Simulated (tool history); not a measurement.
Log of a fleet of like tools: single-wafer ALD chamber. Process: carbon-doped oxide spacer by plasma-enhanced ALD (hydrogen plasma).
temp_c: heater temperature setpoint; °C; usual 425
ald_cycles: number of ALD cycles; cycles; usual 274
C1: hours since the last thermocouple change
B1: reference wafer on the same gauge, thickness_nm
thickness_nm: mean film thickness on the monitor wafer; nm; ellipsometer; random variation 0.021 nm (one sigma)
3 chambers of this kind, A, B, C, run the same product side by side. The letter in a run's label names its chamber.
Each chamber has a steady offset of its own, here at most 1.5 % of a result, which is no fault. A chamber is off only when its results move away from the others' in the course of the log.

Run 1A, day 0.508: usual settings; C1 94.3; B1 11.406. Result: thickness_nm 12.809 nm.
Run 2C, day 0.992: usual settings; C1 32.8; B1 11.407. Result: thickness_nm 12.706 nm.
Run 3B, day 1.492: usual settings; C1 996.3; B1 11.406. Result: thickness_nm 12.732 nm.
Run 4C, day 1.846: usual settings; C1 53.3; B1 11.409. Result: thickness_nm 12.751 nm.
Run 5A, day 2.283: usual settings but temp_c 412 °C; C1 136.9; B1 11.420. Result: thickness_nm 13.361 nm.
Run 6B, day 2.608: usual settings but temp_c 412 °C; C1 1023.1; B1 11.417. Result: thickness_nm 13.220 nm.
Run 7B, day 3.233: usual settings but temp_c 412 °C; C1 1038.1; B1 11.418. Result: thickness_nm 13.236 nm.
Run 8C, day 3.558: usual settings but temp_c 420 °C; C1 94.4; B1 11.420. Result: thickness_nm 12.978 nm.
Run 9A, day 4.083: usual settings but temp_c 420 °C; C1 180.1; B1 11.427. Result: thickness_nm 13.067 nm.
Run 10A, day 4.650: usual settings but temp_c 420 °C; C1 193.7; B1 11.424. Result: thickness_nm 13.042 nm.
Run 11B, day 5.029: usual settings; C1 1081.2; B1 11.436. Result: thickness_nm 12.693 nm.
Run 12C, day 5.608: usual settings; C1 143.6; B1 11.437. Result: thickness_nm 12.754 nm.
Run 13B, day 5.912: usual settings; C1 1102.4; B1 11.443. Result: thickness_nm 12.726 nm.
Run 14C, day 6.400: usual settings; C1 162.6; B1 11.434. Result: thickness_nm 12.742 nm.
Run 15A, day 6.983: usual settings but temp_c 417 °C; C1 249.7; B1 11.440. Result: thickness_nm 13.219 nm.
Run 16A, day 7.288: usual settings but temp_c 417 °C; C1 257.0; B1 11.442. Result: thickness_nm 13.233 nm.
Run 17B, day 7.629: usual settings but temp_c 417 °C; C1 1143.6; B1 11.446. Result: thickness_nm 13.054 nm.
Run 18C, day 8.242: usual settings but temp_c 438 °C, ald_cycles 299 cycles; C1 206.8; B1 11.449. Result: thickness_nm 13.388 nm.
Run 19A, day 8.854: usual settings but temp_c 438 °C, ald_cycles 299 cycles; C1 294.6; B1 11.456. Result: thickness_nm 13.496 nm.
Run 20B, day 9.475: usual settings but temp_c 438 °C, ald_cycles 299 cycles; C1 1187.9; B1 11.457. Result: thickness_nm 13.350 nm.
Run 21C, day 9.775: usual settings; C1 243.6; B1 11.455. Result: thickness_nm 12.803 nm.
Run 22A, day 10.100: usual settings; C1 324.5; B1 11.458. Result: thickness_nm 12.850 nm.
Run 23B, day 10.658: usual settings; C1 1216.3; B1 11.465. Result: thickness_nm 12.764 nm.
Run 24C, day 11.096: usual settings; C1 275.3; B1 11.464. Result: thickness_nm 12.818 nm.
Run 25B, day 11.529: usual settings; C1 1237.2; B1 11.469. Result: thickness_nm 12.762 nm.
Run 26A, day 11.983: usual settings; C1 369.7; B1 11.470. Result: thickness_nm 12.889 nm.
Run 27C, day 12.588: usual settings but ald_cycles 221 cycles; C1 311.1; B1 11.475. Result: thickness_nm 10.320 nm.
Run 28C, day 12.900: usual settings but ald_cycles 221 cycles; C1 318.6; B1 11.476. Result: thickness_nm 10.324 nm.

Next, every chamber runs the same settings. What will each give?
Run 29A, day 13.371: usual settings. Result: thickness_nm ?.
Run 29B, day 13.371: usual settings. Result: thickness_nm ?.
Run 29C, day 13.371: usual settings. Result: thickness_nm ?.

run  thickness_nm
29A        12.916
29B        12.786
29C        12.831
